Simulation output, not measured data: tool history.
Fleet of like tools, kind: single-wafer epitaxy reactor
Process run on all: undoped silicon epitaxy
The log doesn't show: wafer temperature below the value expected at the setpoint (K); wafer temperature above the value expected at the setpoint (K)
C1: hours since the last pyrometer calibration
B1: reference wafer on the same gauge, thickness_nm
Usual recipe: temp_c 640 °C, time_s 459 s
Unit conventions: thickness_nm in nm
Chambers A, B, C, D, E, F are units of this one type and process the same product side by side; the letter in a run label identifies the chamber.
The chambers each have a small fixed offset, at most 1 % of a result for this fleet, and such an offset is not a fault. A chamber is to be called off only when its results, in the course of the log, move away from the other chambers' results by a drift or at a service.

{"run": "1B", "hour": 6.9, "temp_c": 640, "time_s": 459, "C1": 382.1, "B1": 69.002, "thickness_nm": 62.065}
{"run": "2F", "hour": 19.6, "temp_c": 640, "time_s": 459, "C1": 180.5, "B1": 68.962, "thickness_nm": 62.079}
{"run": "3E", "hour": 32.9, "temp_c": 640, "time_s": 459, "C1": 55.5, "B1": 68.981, "thickness_nm": 61.612}
{"run": "4D", "hour": 41.8, "temp_c": 640, "time_s": 459, "C1": 348.3, "B1": 68.982, "thickness_nm": 61.897}
{"run": "5A", "hour": 53.2, "temp_c": 640, "time_s": 459, "C1": 703, "B1": 68.968, "thickness_nm": 61.699}
{"run": "6C", "hour": 60.2, "temp_c": 640, "time_s": 459, "C1": 309.1, "B1": 68.959, "thickness_nm": 61.402}
{"run": "7D", "hour": 71.2, "temp_c": 640, "time_s": 459, "C1": 377.7, "B1": 68.967, "thickness_nm": 61.767}
{"run": "8C", "hour": 84.8, "temp_c": 640, "time_s": 459, "C1": 333.7, "B1": 68.949, "thickness_nm": 61.511}
{"run": "9F", "hour": 92.5, "temp_c": 640, "time_s": 459, "C1": 253.4, "B1": 68.952, "thickness_nm": 62.024}
{"run": "10E", "hour": 106.2, "temp_c": 640, "time_s": 459, "C1": 128.8, "B1": 68.944, "thickness_nm": 61.628}
{"run": "11B", "hour": 115.4, "temp_c": 640, "time_s": 459, "C1": 490.6, "B1": 68.922, "thickness_nm": 61.927}
{"run": "12A", "hour": 128.6, "temp_c": 640, "time_s": 459, "C1": 778.4, "B1": 68.932, "thickness_nm": 61.55}
{"run": "13D", "hour": 137.9, "temp_c": 640, "time_s": 459, "C1": 444.4, "B1": 68.922, "thickness_nm": 61.966}
{"run": "14A", "hour": 148.5, "temp_c": 640, "time_s": 459, "C1": 798.3, "B1": 68.899, "thickness_nm": 61.649}
{"run": "15B", "hour": 161.1, "temp_c": 630, "time_s": 384, "C1": 536.3, "B1": 68.887, "thickness_nm": 41.34}
{"run": "16E", "hour": 172.0, "temp_c": 630, "time_s": 384, "C1": 194.6, "B1": 68.89, "thickness_nm": 41.082}
{"run": "17C", "hour": 179.1, "temp_c": 630, "time_s": 384, "C1": 428, "B1": 68.894, "thickness_nm": 40.919}
{"run": "18F", "hour": 188.6, "temp_c": 630, "time_s": 384, "C1": 349.5, "B1": 68.89, "thickness_nm": 41.361}
{"run": "19A", "hour": 199.6, "temp_c": 630, "time_s": 384, "C1": 849.4, "B1": 68.853, "thickness_nm": 41.216}
{"run": "20B", "hour": 211.3, "temp_c": 630, "time_s": 384, "C1": 586.5, "B1": 68.863, "thickness_nm": 41.255}
{"run": "21D", "hour": 218.8, "temp_c": 640, "time_s": 459, "C1": 525.3, "B1": 68.863, "thickness_nm": 61.95}
{"run": "22E", "hour": 233.3, "temp_c": 640, "time_s": 459, "C1": 255.9, "B1": 68.848, "thickness_nm": 61.503}
{"run": "23F", "hour": 242.6, "temp_c": 640, "time_s": 459, "C1": 403.5, "B1": 68.84, "thickness_nm": 61.919}
{"run": "24C", "hour": 253.2, "temp_c": 640, "time_s": 459, "C1": 502.1, "B1": 68.813, "thickness_nm": 61.217}
{"run": "25A", "hour": 266.9, "temp_c": 633, "time_s": 459, "C1": 916.7, "B1": 68.844, "thickness_nm": 52.585}
{"run": "26F", "hour": 279.4, "temp_c": 633, "time_s": 459, "C1": 440.3, "B1": 68.826, "thickness_nm": 52.835}
{"run": "27D", "hour": 286.8, "temp_c": 633, "time_s": 459, "C1": 593.3, "B1": 68.818, "thickness_nm": 52.85}
{"run": "28B", "hour": 296.4, "temp_c": 633, "time_s": 459, "C1": 671.6, "B1": 68.823, "thickness_nm": 52.786}
{"run": "29C", "hour": 305.3, "temp_c": 633, "time_s": 459, "C1": 554.2, "B1": 68.796, "thickness_nm": 52.267}
{"run": "30E", "hour": 313.2, "temp_c": 633, "time_s": 459, "C1": 335.8, "B1": 68.826, "thickness_nm": 52.491}
{"run": "31C", "hour": 323.7, "temp_c": 640, "time_s": 459, "C1": 572.6, "B1": 68.804, "thickness_nm": 61.31}
{"run": "32D", "hour": 337.3, "temp_c": 640, "time_s": 459, "C1": 643.8, "B1": 68.795, "thickness_nm": 61.812}
{"run": "33F", "hour": 343.9, "temp_c": 640, "time_s": 459, "C1": 504.8, "B1": 68.781, "thickness_nm": 61.754}
{"run": "34A", "hour": 358.1, "temp_c": 640, "time_s": 459, "C1": 1007.9, "B1": 68.764, "thickness_nm": 61.373}
{"run": "35E", "hour": 370.9, "temp_c": 640, "time_s": 459, "C1": 393.5, "B1": 68.758, "thickness_nm": 61.501}
{"run": "36B", "hour": 379.8, "temp_c": 640, "time_s": 459, "C1": 755, "B1": 68.744, "thickness_nm": 61.704}
{"run": "37B", "hour": 391.0, "temp_c": 640, "time_s": 430, "C1": 766.2, "B1": 68.745, "thickness_nm": 57.867}
{"run": "38C", "hour": 398.7, "temp_c": 640, "time_s": 430, "C1": 647.6, "B1": 68.742, "thickness_nm": 57.387}
{"run": "39E", "hour": 407.8, "temp_c": 640, "time_s": 430, "C1": 430.4, "B1": 68.739, "thickness_nm": 57.608}
{"run": "40A", "hour": 414.4, "temp_c": 640, "time_s": 430, "C1": 1064.2, "B1": 68.723, "thickness_nm": 57.593}
{"run": "41F", "hour": 429.0, "temp_c": 640, "time_s": 430, "C1": 589.9, "B1": 68.734, "thickness_nm": 57.907}
{"run": "42D", "hour": 440.9, "temp_c": 640, "time_s": 430, "C1": 747.4, "B1": 68.713, "thickness_nm": 57.769}
{"run": "43C", "hour": 449.2, "temp_c": 640, "time_s": 459, "C1": 698.1, "B1": 68.698, "thickness_nm": 61.163}

For the next run the whole fleet of 6 chambers uses the same settings. Give each chamber's results:
{"run": "44A", "hour": 460.1, "temp_c": 654, "time_s": 459, "thickness_nm": "?"}
{"run": "44B", "hour": 460.1, "temp_c": 654, "time_s": 459, "thickness_nm": "?"}
{"run": "44C", "hour": 460.1, "temp_c": 654, "time_s": 459, "thickness_nm": "?"}
{"run": "44D", "hour": 460.1, "temp_c": 654, "time_s": 459, "thickness_nm": "?"}
{"run": "44E", "hour": 460.1, "temp_c": 654, "time_s": 459, "thickness_nm": "?"}
{"run": "44F", "hour": 460.1, "temp_c": 654, "time_s": 459, "thickness_nm": "?"}

run=44A thickness_nm=83.217
run=44B thickness_nm=84.06
run=44C thickness_nm=83.774
run=44D thickness_nm=83.425
run=44E thickness_nm=83.607
run=44F thickness_nm=84.01
